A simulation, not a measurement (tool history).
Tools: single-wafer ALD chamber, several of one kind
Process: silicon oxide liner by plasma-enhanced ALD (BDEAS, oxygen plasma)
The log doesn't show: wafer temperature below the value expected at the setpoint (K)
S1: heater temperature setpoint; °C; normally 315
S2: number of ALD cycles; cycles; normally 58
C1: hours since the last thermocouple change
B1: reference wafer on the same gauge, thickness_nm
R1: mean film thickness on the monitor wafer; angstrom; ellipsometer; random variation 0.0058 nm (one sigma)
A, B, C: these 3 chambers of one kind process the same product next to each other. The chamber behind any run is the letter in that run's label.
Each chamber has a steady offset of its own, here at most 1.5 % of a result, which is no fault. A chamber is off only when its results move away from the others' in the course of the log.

run   hour   S1  S2      C1      B1      R1
 1B    7.2  315  58   568.3  5.6290  53.474
 2C   17.4  315  58   947.3  5.6295  52.922
 3A   33.1  315  58  1239.7  5.6260  52.751
 4B   43.4  315  58   604.5  5.6256  53.403
 5A   50.6  315  58  1257.2  5.6247  52.672
 6C   64.1  308  65   994.0  5.6229  59.903
 7B   71.7  308  65   632.8  5.6242  60.407
 8C   80.7  308  65  1010.6  5.6211  59.781
 9A   94.2  315  58  1300.8  5.6181  52.762
10C  108.2  315  58  1038.1  5.6182  52.772
11A  120.5  310  58  1327.1  5.6146  53.053
12B  128.8  310  58   689.9  5.6175  53.771
13B  137.8  310  58   698.9  5.6145  53.768
14C  151.8  315  58  1081.7  5.6134  52.783
15A  160.9  315  58  1367.5  5.6123  52.590
16C  176.3  315  58  1106.2  5.6123  52.733
17B  183.7  315  58   744.8  5.6109  53.299
18A  196.4  315  58  1403.0  5.6094  52.527
19A  208.9  315  58  1415.5  5.6071  52.604
20B  221.0  315  58   782.1  5.6037  53.196
21C  229.2  315  58  1159.1  5.6064  52.811

Predict what each chamber gives when all 3 of them run the settings below next.
22A  240.6  315  58           ?
22B  240.6  315  58           ?
22C  240.6  315  58           ?

run      R1
22A  52.588
22B  53.293
22C  52.676
